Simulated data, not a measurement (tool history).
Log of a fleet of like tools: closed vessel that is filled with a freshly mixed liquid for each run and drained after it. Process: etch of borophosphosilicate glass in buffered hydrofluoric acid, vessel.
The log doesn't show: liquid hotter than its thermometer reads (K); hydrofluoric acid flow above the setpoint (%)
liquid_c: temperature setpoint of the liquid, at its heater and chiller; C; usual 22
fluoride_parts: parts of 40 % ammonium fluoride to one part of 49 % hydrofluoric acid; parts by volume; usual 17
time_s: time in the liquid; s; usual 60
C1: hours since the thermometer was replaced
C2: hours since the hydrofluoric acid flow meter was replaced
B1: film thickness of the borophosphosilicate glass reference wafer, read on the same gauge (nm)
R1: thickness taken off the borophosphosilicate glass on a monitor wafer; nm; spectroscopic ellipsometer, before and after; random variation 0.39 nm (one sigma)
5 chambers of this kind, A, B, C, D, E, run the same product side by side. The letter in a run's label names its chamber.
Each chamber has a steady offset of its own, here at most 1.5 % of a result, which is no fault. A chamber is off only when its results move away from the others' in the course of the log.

{"run": "1D", "hour": 5.8, "liquid_c": 22, "fluoride_parts": 17, "time_s": 60, "C1": 202.3, "C2": 753.5, "B1": 100.04, "R1": 39.101}
{"run": "2B", "hour": 12.3, "liquid_c": 22, "fluoride_parts": 17, "time_s": 60, "C1": 166.1, "C2": 1625.7, "B1": 99.959, "R1": 40.1}
{"run": "3A", "hour": 17.6, "liquid_c": 22, "fluoride_parts": 17, "time_s": 60, "C1": 852, "C2": 631.5, "B1": 99.98, "R1": 39.959}
{"run": "4C", "hour": 22.0, "liquid_c": 22, "fluoride_parts": 17, "time_s": 60, "C1": 824.9, "C2": 1624.9, "B1": 99.978, "R1": 40.168}
{"run": "5E", "hour": 28.3, "liquid_c": 22, "fluoride_parts": 17, "time_s": 60, "C1": 681.3, "C2": 546.5, "B1": 100.03, "R1": 39.927}
{"run": "6C", "hour": 33.3, "liquid_c": 22, "fluoride_parts": 17, "time_s": 60, "C1": 836.2, "C2": 1636.2, "B1": 99.985, "R1": 40.526}
{"hour": 33.9, "done": "chamber D: hydrofluoric acid flow meter replaced"}
{"run": "7E", "hour": 37.8, "liquid_c": 22, "fluoride_parts": 17, "time_s": 60, "C1": 690.8, "C2": 556, "B1": 99.984, "R1": 39.983}
{"run": "8A", "hour": 42.3, "liquid_c": 22, "fluoride_parts": 17, "time_s": 60, "C1": 876.7, "C2": 656.2, "B1": 99.998, "R1": 39.721}
{"run": "9D", "hour": 49.0, "liquid_c": 22, "fluoride_parts": 17, "time_s": 60, "C1": 245.5, "C2": 15.2, "B1": 100, "R1": 39.769}
{"run": "10B", "hour": 55.4, "liquid_c": 22, "fluoride_parts": 17, "time_s": 60, "C1": 209.2, "C2": 1668.8, "B1": 100.01, "R1": 39.625}
{"run": "11C", "hour": 60.6, "liquid_c": 22, "fluoride_parts": 17, "time_s": 60, "C1": 863.5, "C2": 1663.5, "B1": 99.979, "R1": 41.095}
{"hour": 64.5, "done": "chamber E: hydrofluoric acid flow meter replaced"}
{"run": "12D", "hour": 66.5, "liquid_c": 22, "fluoride_parts": 17, "time_s": 60, "C1": 263, "C2": 32.7, "B1": 99.966, "R1": 39.743}
{"run": "13B", "hour": 71.6, "liquid_c": 22, "fluoride_parts": 17, "time_s": 60, "C1": 225.4, "C2": 1685, "B1": 100.01, "R1": 40.649}
{"run": "14E", "hour": 77.5, "liquid_c": 22, "fluoride_parts": 17, "time_s": 60, "C1": 730.5, "C2": 13.1, "B1": 100.01, "R1": 39.921}
{"run": "15A", "hour": 80.6, "liquid_c": 22, "fluoride_parts": 17, "time_s": 60, "C1": 915, "C2": 694.5, "B1": 100.02, "R1": 39.095}
{"run": "16C", "hour": 85.8, "liquid_c": 22, "fluoride_parts": 17, "time_s": 60, "C1": 888.7, "C2": 1688.7, "B1": 99.965, "R1": 40.28}
{"run": "17D", "hour": 92.4, "liquid_c": 22, "fluoride_parts": 17, "time_s": 60, "C1": 288.9, "C2": 58.6, "B1": 99.978, "R1": 38.991}
{"run": "18E", "hour": 96.7, "liquid_c": 22, "fluoride_parts": 17, "time_s": 60, "C1": 749.7, "C2": 32.3, "B1": 100.01, "R1": 39.283}
{"run": "19A", "hour": 101.7, "liquid_c": 22, "fluoride_parts": 17, "time_s": 60, "C1": 936.1, "C2": 715.6, "B1": 100.03, "R1": 39.864}
{"run": "20B", "hour": 105.5, "liquid_c": 22, "fluoride_parts": 17, "time_s": 60, "C1": 259.3, "C2": 1718.9, "B1": 100, "R1": 42.448}
{"run": "21B", "hour": 109.5, "liquid_c": 22, "fluoride_parts": 17, "time_s": 60, "C1": 263.3, "C2": 1722.9, "B1": 100.02, "R1": 42.423}
{"run": "22C", "hour": 114.7, "liquid_c": 22, "fluoride_parts": 17, "time_s": 60, "C1": 917.6, "C2": 1717.6, "B1": 99.992, "R1": 40.533}
{"run": "23E", "hour": 119.9, "liquid_c": 22, "fluoride_parts": 17, "time_s": 60, "C1": 772.9, "C2": 55.5, "B1": 100.03, "R1": 38.573}
{"run": "24D", "hour": 125.3, "liquid_c": 22, "fluoride_parts": 17, "time_s": 50, "C1": 321.8, "C2": 91.5, "B1": 99.977, "R1": 33.189}
{"run": "25A", "hour": 129.4, "liquid_c": 22, "fluoride_parts": 17, "time_s": 50, "C1": 963.8, "C2": 743.3, "B1": 100.06, "R1": 32.783}
{"run": "26C", "hour": 133.0, "liquid_c": 22, "fluoride_parts": 17, "time_s": 50, "C1": 935.9, "C2": 1735.9, "B1": 99.98, "R1": 33.301}
{"run": "27A", "hour": 138.8, "liquid_c": 22, "fluoride_parts": 17, "time_s": 50, "C1": 973.2, "C2": 752.7, "B1": 100, "R1": 33.123}
{"run": "28B", "hour": 143.9, "liquid_c": 22, "fluoride_parts": 17, "time_s": 50, "C1": 297.7, "C2": 1757.3, "B1": 99.997, "R1": 35.593}
{"run": "29D", "hour": 147.3, "liquid_c": 22, "fluoride_parts": 17, "time_s": 60, "C1": 343.8, "C2": 113.5, "B1": 99.998, "R1": 39.532}
{"run": "30E", "hour": 153.1, "liquid_c": 17.5, "fluoride_parts": 17, "time_s": 30, "C1": 806.1, "C2": 88.7, "B1": 100.06, "R1": 15.254}
{"run": "31D", "hour": 157.0, "liquid_c": 17.5, "fluoride_parts": 17, "time_s": 30, "C1": 353.5, "C2": 123.2, "B1": 99.969, "R1": 15.729}
{"run": "32C", "hour": 161.7, "liquid_c": 17.5, "fluoride_parts": 17, "time_s": 30, "C1": 964.6, "C2": 1764.6, "B1": 100.01, "R1": 15.676}
{"run": "33B", "hour": 164.8, "liquid_c": 17.5, "fluoride_parts": 17, "time_s": 30, "C1": 318.6, "C2": 1778.2, "B1": 100.02, "R1": 16.79}
{"run": "34E", "hour": 170.1, "liquid_c": 17.5, "fluoride_parts": 17, "time_s": 30, "C1": 823.1, "C2": 105.7, "B1": 100.04, "R1": 15.378}
{"run": "35A", "hour": 173.4, "liquid_c": 22, "fluoride_parts": 17, "time_s": 60, "C1": 1007.8, "C2": 787.3, "B1": 100, "R1": 39.531}
{"run": "36D", "hour": 177.4, "liquid_c": 22, "fluoride_parts": 17, "time_s": 60, "C1": 373.9, "C2": 143.6, "B1": 100.02, "R1": 39.614}

Is one chamber off against the others, does the gauge drift, or is nothing wrong? If a chamber is off, say which, and what the likeliest cause is.

Chamber B drifts away from the others.
Cause: liquid hotter than its thermometer reads (K) = 1.83.
The log may not tell that from: hydrofluoric acid flow above the setpoint (%).

Here are 4 candidates for chamber B's next run, each the usual settings with a change, their results left as question marks. Which one brings its results back in line with what the others give on the usual settings?
In line means no further than this from the other chambers' mean on the usual settings: R1 1.4 nm
{"run": "37B-1", "hour": 182.2, "liquid_c": 22, "fluoride_parts": 16.5, "time_s": 60, "R1": "?"}
{"run": "37B-2", "hour": 182.2, "liquid_c": 22, "fluoride_parts": 16.5, "time_s": 65, "R1": "?"}
{"run": "37B-3", "hour": 182.2, "liquid_c": 22, "fluoride_parts": 17.5, "time_s": 55, "R1": "?"}
{"run": "37B-4", "hour": 182.2, "liquid_c": 22, "fluoride_parts": 17.5, "time_s": 60, "R1": "?"}

The other chambers' mean on the usual settings: R1 39.708 nm
run=37B-1 R1=45.518
run=37B-2 R1=49.311
run=37B-3 R1=39.401
run=37B-4 R1=42.983
37B-3 brings the chamber back in line.

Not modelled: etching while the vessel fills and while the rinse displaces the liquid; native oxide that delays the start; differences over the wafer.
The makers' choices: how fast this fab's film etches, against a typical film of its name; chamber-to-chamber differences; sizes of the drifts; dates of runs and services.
